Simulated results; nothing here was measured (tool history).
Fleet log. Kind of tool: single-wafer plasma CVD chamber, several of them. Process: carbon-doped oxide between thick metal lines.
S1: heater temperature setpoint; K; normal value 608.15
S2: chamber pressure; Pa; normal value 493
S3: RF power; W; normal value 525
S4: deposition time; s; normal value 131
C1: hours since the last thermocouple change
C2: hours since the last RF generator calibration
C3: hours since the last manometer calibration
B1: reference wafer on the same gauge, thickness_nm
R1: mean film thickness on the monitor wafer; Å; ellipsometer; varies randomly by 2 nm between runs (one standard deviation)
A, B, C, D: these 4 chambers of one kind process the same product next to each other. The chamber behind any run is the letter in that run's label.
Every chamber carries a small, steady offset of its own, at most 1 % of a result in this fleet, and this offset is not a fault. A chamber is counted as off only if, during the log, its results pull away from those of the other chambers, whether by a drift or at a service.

{"run": "1B", "hour": 6.3, "S1": 608.15, "S2": 493, "S3": 525, "S4": 131, "C1": 1486.5, "C2": 678.3, "C3": 1567.4, "B1": 550.75, "R1": 6763.2}
{"run": "2D", "hour": 12.6, "S1": 608.15, "S2": 493, "S3": 525, "S4": 131, "C1": 1778.5, "C2": 128.3, "C3": 402.6, "B1": 551.04, "R1": 6894.5}
{"run": "3C", "hour": 18.3, "S1": 608.15, "S2": 493, "S3": 525, "S4": 131, "C1": 1291.8, "C2": 937.8, "C3": 918.8, "B1": 551.37, "R1": 6712.4}
{"run": "4A", "hour": 22.5, "S1": 608.15, "S2": 493, "S3": 525, "S4": 131, "C1": 1341.1, "C2": 1119.2, "C3": 259.1, "B1": 550.91, "R1": 6812.9}
{"run": "5A", "hour": 29.4, "S1": 608.15, "S2": 493, "S3": 525, "S4": 131, "C1": 1348.0, "C2": 1126.1, "C3": 266.0, "B1": 550.95, "R1": 6815.5}
{"hour": 30.9, "done": "chamber D: thermocouple changed; heater temperature recalibrated"}
{"run": "6B", "hour": 36.9, "S1": 608.15, "S2": 493, "S3": 525, "S4": 131, "C1": 1517.1, "C2": 708.9, "C3": 1598.0, "B1": 550.94, "R1": 6821.4}
{"run": "7D", "hour": 44.7, "S1": 608.15, "S2": 493, "S3": 525, "S4": 131, "C1": 13.8, "C2": 160.4, "C3": 434.7, "B1": 550.63, "R1": 6854.8}
{"run": "8C", "hour": 52.3, "S1": 608.15, "S2": 493, "S3": 525, "S4": 131, "C1": 1325.8, "C2": 971.8, "C3": 952.8, "B1": 550.92, "R1": 6748.3}
{"run": "9A", "hour": 57.1, "S1": 608.15, "S2": 493, "S3": 525, "S4": 131, "C1": 1375.7, "C2": 1153.8, "C3": 293.7, "B1": 550.97, "R1": 6869.9}
{"run": "10D", "hour": 66.4, "S1": 617.15, "S2": 493, "S3": 525, "S4": 131, "C1": 35.5, "C2": 182.1, "C3": 456.4, "B1": 550.62, "R1": 6663.6}
{"run": "11C", "hour": 75.2, "S1": 617.15, "S2": 493, "S3": 525, "S4": 131, "C1": 1348.7, "C2": 994.7, "C3": 975.7, "B1": 551.5, "R1": 6537.2}
{"run": "12B", "hour": 79.5, "S1": 617.15, "S2": 493, "S3": 525, "S4": 131, "C1": 1559.7, "C2": 751.5, "C3": 1640.6, "B1": 550.75, "R1": 6635.3}
{"run": "13B", "hour": 86.5, "S1": 617.15, "S2": 493, "S3": 525, "S4": 131, "C1": 1566.7, "C2": 758.5, "C3": 1647.6, "B1": 550.99, "R1": 6601.2}
{"run": "14D", "hour": 93.1, "S1": 608.15, "S2": 493, "S3": 525, "S4": 131, "C1": 62.2, "C2": 208.8, "C3": 483.1, "B1": 550.98, "R1": 6846.3}
{"run": "15A", "hour": 102.3, "S1": 608.15, "S2": 493, "S3": 525, "S4": 131, "C1": 1420.9, "C2": 1199.0, "C3": 338.9, "B1": 550.77, "R1": 6812.9}
{"run": "16C", "hour": 107.6, "S1": 608.15, "S2": 493, "S3": 525, "S4": 131, "C1": 1381.1, "C2": 1027.1, "C3": 1008.1, "B1": 550.61, "R1": 6710.8}
{"run": "17B", "hour": 114.4, "S1": 608.15, "S2": 381, "S3": 605, "S4": 131, "C1": 1594.6, "C2": 786.4, "C3": 1675.5, "B1": 550.86, "R1": 7166.6}
{"run": "18A", "hour": 119.1, "S1": 608.15, "S2": 381, "S3": 605, "S4": 131, "C1": 1437.7, "C2": 1215.8, "C3": 355.7, "B1": 551.2, "R1": 7199.0}
{"run": "19C", "hour": 126.5, "S1": 608.15, "S2": 381, "S3": 605, "S4": 131, "C1": 1400.0, "C2": 1046.0, "C3": 1027.0, "B1": 550.61, "R1": 7147.7}
{"run": "20D", "hour": 133.5, "S1": 608.15, "S2": 381, "S3": 605, "S4": 131, "C1": 102.6, "C2": 249.2, "C3": 523.5, "B1": 550.78, "R1": 7252.3}
{"run": "21A", "hour": 139.0, "S1": 608.15, "S2": 493, "S3": 525, "S4": 131, "C1": 1457.6, "C2": 1235.7, "C3": 375.6, "B1": 550.71, "R1": 6788.8}
{"run": "22C", "hour": 145.3, "S1": 608.15, "S2": 493, "S3": 525, "S4": 131, "C1": 1418.8, "C2": 1064.8, "C3": 1045.8, "B1": 550.97, "R1": 6770.9}
{"run": "23B", "hour": 149.6, "S1": 608.15, "S2": 493, "S3": 525, "S4": 131, "C1": 1629.8, "C2": 821.6, "C3": 1710.7, "B1": 551.24, "R1": 6801.2}
{"run": "24D", "hour": 156.4, "S1": 608.15, "S2": 493, "S3": 525, "S4": 131, "C1": 125.5, "C2": 272.1, "C3": 546.4, "B1": 551.31, "R1": 6824.4}
{"run": "25C", "hour": 165.8, "S1": 608.15, "S2": 493, "S3": 485, "S4": 131, "C1": 1439.3, "C2": 1085.3, "C3": 1066.3, "B1": 551.1, "R1": 6427.0}
{"run": "26B", "hour": 170.3, "S1": 608.15, "S2": 493, "S3": 485, "S4": 131, "C1": 1650.5, "C2": 842.3, "C3": 1731.4, "B1": 550.8, "R1": 6479.0}
{"run": "27A", "hour": 174.9, "S1": 608.15, "S2": 493, "S3": 485, "S4": 131, "C1": 1493.5, "C2": 1271.6, "C3": 411.5, "B1": 551.37, "R1": 6399.7}
{"run": "28D", "hour": 184.3, "S1": 608.15, "S2": 493, "S3": 485, "S4": 131, "C1": 153.4, "C2": 300.0, "C3": 574.3, "B1": 551.38, "R1": 6519.5}
{"run": "29D", "hour": 190.9, "S1": 608.15, "S2": 493, "S3": 525, "S4": 131, "C1": 160.0, "C2": 306.6, "C3": 580.9, "B1": 550.96, "R1": 6881.0}
{"run": "30B", "hour": 199.5, "S1": 608.15, "S2": 493, "S3": 525, "S4": 131, "C1": 1679.7, "C2": 871.5, "C3": 1760.6, "B1": 551.22, "R1": 6784.7}
{"run": "31C", "hour": 207.3, "S1": 595.15, "S2": 493, "S3": 525, "S4": 131, "C1": 1480.8, "C2": 1126.8, "C3": 1107.8, "B1": 550.73, "R1": 7034.6}
{"run": "32A", "hour": 212.4, "S1": 595.15, "S2": 493, "S3": 525, "S4": 131, "C1": 1531.0, "C2": 1309.1, "C3": 449.0, "B1": 551.08, "R1": 6975.5}

What goes on in this fleet: one chamber off, a drifting gauge, or nothing beyond the chambers' own small offsets? Name the chamber and the cause, if any.

One chamber, A, drifts off from the rest bit by bit.
Likeliest cause: delivered RF power below the setpoint (%) = 3.5.
It could be hard to tell apart here from: wafer temperature above the value expected at the setpoint (K).

Below are 4 candidate recipes for chamber A's next run, each the usual settings with a change, their results shown as question marks. Which of them brings A's results back in line with what the other chambers give on the usual settings?
To be in line, a result may differ from the other chambers' mean on the usual settings by at most: R1 70.0 Å
{"run": "33A-1", "hour": 219.3, "S1": 607.15, "S2": 501, "S3": 550, "S4": 131, "R1": "?"}
{"run": "33A-2", "hour": 219.3, "S1": 608.15, "S2": 495, "S3": 525, "S4": 133, "R1": "?"}
{"run": "33A-3", "hour": 219.3, "S1": 608.15, "S2": 369, "S3": 525, "S4": 131, "R1": "?"}
{"run": "33A-4", "hour": 219.3, "S1": 608.15, "S2": 492, "S3": 525, "S4": 129, "R1": "?"}

The mean the other chambers reach with the usual settings: R1 6792.6 Å
run=33A-1 R1=6915.7
run=33A-2 R1=6793.9
run=33A-3 R1=6481.8
run=33A-4 R1=6585.8
33A-2 brings the chamber back in line.
